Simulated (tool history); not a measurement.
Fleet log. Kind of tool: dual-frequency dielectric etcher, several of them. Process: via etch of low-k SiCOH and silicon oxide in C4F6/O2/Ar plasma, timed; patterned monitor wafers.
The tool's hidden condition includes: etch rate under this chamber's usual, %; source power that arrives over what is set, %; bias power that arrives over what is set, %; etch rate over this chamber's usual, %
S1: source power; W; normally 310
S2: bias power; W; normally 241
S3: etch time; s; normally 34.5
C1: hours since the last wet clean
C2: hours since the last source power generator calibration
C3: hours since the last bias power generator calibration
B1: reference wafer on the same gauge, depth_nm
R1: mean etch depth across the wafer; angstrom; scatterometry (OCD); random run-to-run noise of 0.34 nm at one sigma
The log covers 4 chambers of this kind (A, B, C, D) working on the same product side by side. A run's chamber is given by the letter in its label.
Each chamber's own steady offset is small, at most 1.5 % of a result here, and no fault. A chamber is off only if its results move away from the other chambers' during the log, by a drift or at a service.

{"run": "1C", "hour": 6.0, "S1": 310, "S2": 241, "S3": 34.5, "C1": 288.4, "C2": 1397.9, "C3": 1311.2, "B1": 91.284, "R1": 810.6}
{"run": "2B", "hour": 17.6, "S1": 310, "S2": 241, "S3": 34.5, "C1": 116.9, "C2": 1570.4, "C3": 1373.0, "B1": 91.306, "R1": 813.04}
{"run": "3D", "hour": 23.0, "S1": 310, "S2": 241, "S3": 34.5, "C1": 107.8, "C2": 1947.6, "C3": 2477.8, "B1": 91.345, "R1": 808.87}
{"run": "4A", "hour": 28.5, "S1": 310, "S2": 241, "S3": 34.5, "C1": 442.9, "C2": 1627.1, "C3": 1154.0, "B1": 91.314, "R1": 823.34}
{"hour": 35.4, "done": "chamber D: source power generator calibrated"}
{"run": "5C", "hour": 36.0, "S1": 310, "S2": 241, "S3": 34.5, "C1": 318.4, "C2": 1427.9, "C3": 1341.2, "B1": 91.373, "R1": 803.73}
{"run": "6D", "hour": 43.0, "S1": 310, "S2": 241, "S3": 34.5, "C1": 127.8, "C2": 7.6, "C3": 2497.8, "B1": 91.277, "R1": 805.99}
{"run": "7B", "hour": 49.2, "S1": 310, "S2": 241, "S3": 34.5, "C1": 148.5, "C2": 1602.0, "C3": 1404.6, "B1": 91.281, "R1": 812.38}
{"run": "8A", "hour": 54.2, "S1": 310, "S2": 241, "S3": 34.5, "C1": 468.6, "C2": 1652.8, "C3": 1179.7, "B1": 91.346, "R1": 817.53}
{"run": "9D", "hour": 64.5, "S1": 310, "S2": 208, "S3": 43.5, "C1": 149.3, "C2": 29.1, "C3": 2519.3, "B1": 91.229, "R1": 972.03}
{"run": "10A", "hour": 75.7, "S1": 310, "S2": 208, "S3": 43.5, "C1": 490.1, "C2": 1674.3, "C3": 1201.2, "B1": 91.273, "R1": 980.73}
{"run": "11B", "hour": 83.6, "S1": 310, "S2": 208, "S3": 43.5, "C1": 182.9, "C2": 1636.4, "C3": 1439.0, "B1": 91.414, "R1": 978.25}
{"hour": 84.6, "done": "chamber A: wet clean of the chamber"}
{"run": "12C", "hour": 90.8, "S1": 310, "S2": 208, "S3": 43.5, "C1": 373.2, "C2": 1482.7, "C3": 1396.0, "B1": 91.355, "R1": 969.24}
{"run": "13B", "hour": 100.0, "S1": 310, "S2": 241, "S3": 34.5, "C1": 199.3, "C2": 1652.8, "C3": 1455.4, "B1": 91.256, "R1": 812.57}
{"run": "14A", "hour": 105.1, "S1": 310, "S2": 241, "S3": 34.5, "C1": 20.6, "C2": 1703.7, "C3": 1230.6, "B1": 91.246, "R1": 823.22}
{"run": "15D", "hour": 111.4, "S1": 310, "S2": 241, "S3": 34.5, "C1": 196.2, "C2": 76.0, "C3": 2566.2, "B1": 91.305, "R1": 804.49}
{"run": "16C", "hour": 117.3, "S1": 310, "S2": 241, "S3": 34.5, "C1": 399.7, "C2": 1509.2, "C3": 1422.5, "B1": 91.275, "R1": 798.17}
{"run": "17B", "hour": 129.0, "S1": 310, "S2": 241, "S3": 34.5, "C1": 228.3, "C2": 1681.8, "C3": 1484.4, "B1": 91.241, "R1": 812.59}
{"run": "18A", "hour": 136.9, "S1": 310, "S2": 241, "S3": 34.5, "C1": 52.4, "C2": 1735.5, "C3": 1262.4, "B1": 91.315, "R1": 823.45}
{"run": "19C", "hour": 142.3, "S1": 310, "S2": 241, "S3": 34.5, "C1": 424.7, "C2": 1534.2, "C3": 1447.5, "B1": 91.227, "R1": 804.81}
{"run": "20D", "hour": 150.8, "S1": 230, "S2": 241, "S3": 34.5, "C1": 235.6, "C2": 115.4, "C3": 2605.6, "B1": 91.24, "R1": 724.74}
{"run": "21A", "hour": 161.2, "S1": 230, "S2": 241, "S3": 34.5, "C1": 76.7, "C2": 1759.8, "C3": 1286.7, "B1": 91.285, "R1": 729.72}
{"run": "22B", "hour": 172.8, "S1": 230, "S2": 241, "S3": 34.5, "C1": 272.1, "C2": 1725.6, "C3": 1528.2, "B1": 91.265, "R1": 728.63}
{"run": "23D", "hour": 177.9, "S1": 230, "S2": 241, "S3": 34.5, "C1": 262.7, "C2": 142.5, "C3": 2632.7, "B1": 91.272, "R1": 721.5}
{"run": "24C", "hour": 185.7, "S1": 310, "S2": 241, "S3": 34.5, "C1": 468.1, "C2": 1577.6, "C3": 1490.9, "B1": 91.338, "R1": 802.83}
{"run": "25C", "hour": 195.1, "S1": 310, "S2": 241, "S3": 34.5, "C1": 477.5, "C2": 1587.0, "C3": 1500.3, "B1": 91.262, "R1": 810.68}
{"run": "26B", "hour": 201.5, "S1": 310, "S2": 241, "S3": 34.5, "C1": 300.8, "C2": 1754.3, "C3": 1556.9, "B1": 91.382, "R1": 814.89}
{"run": "27A", "hour": 213.1, "S1": 250, "S2": 241, "S3": 34.5, "C1": 128.6, "C2": 1811.7, "C3": 1338.6, "B1": 91.331, "R1": 756.21}
{"run": "28D", "hour": 220.7, "S1": 250, "S2": 241, "S3": 34.5, "C1": 305.5, "C2": 185.3, "C3": 2675.5, "B1": 91.366, "R1": 744.35}

Next, all 4 chambers run the settings below, one line each with question marks for the results. What does each chamber give?
{"run": "29A", "hour": 229.1, "S1": 310, "S2": 241, "S3": 42.0, "R1": "?"}
{"run": "29B", "hour": 229.1, "S1": 310, "S2": 241, "S3": 42.0, "R1": "?"}
{"run": "29C", "hour": 229.1, "S1": 310, "S2": 241, "S3": 42.0, "R1": "?"}
{"run": "29D", "hour": 229.1, "S1": 310, "S2": 241, "S3": 42.0, "R1": "?"}

run=29A R1=1004.50
run=29B R1=995.06
run=29C R1=979.92
run=29D R1=977.80
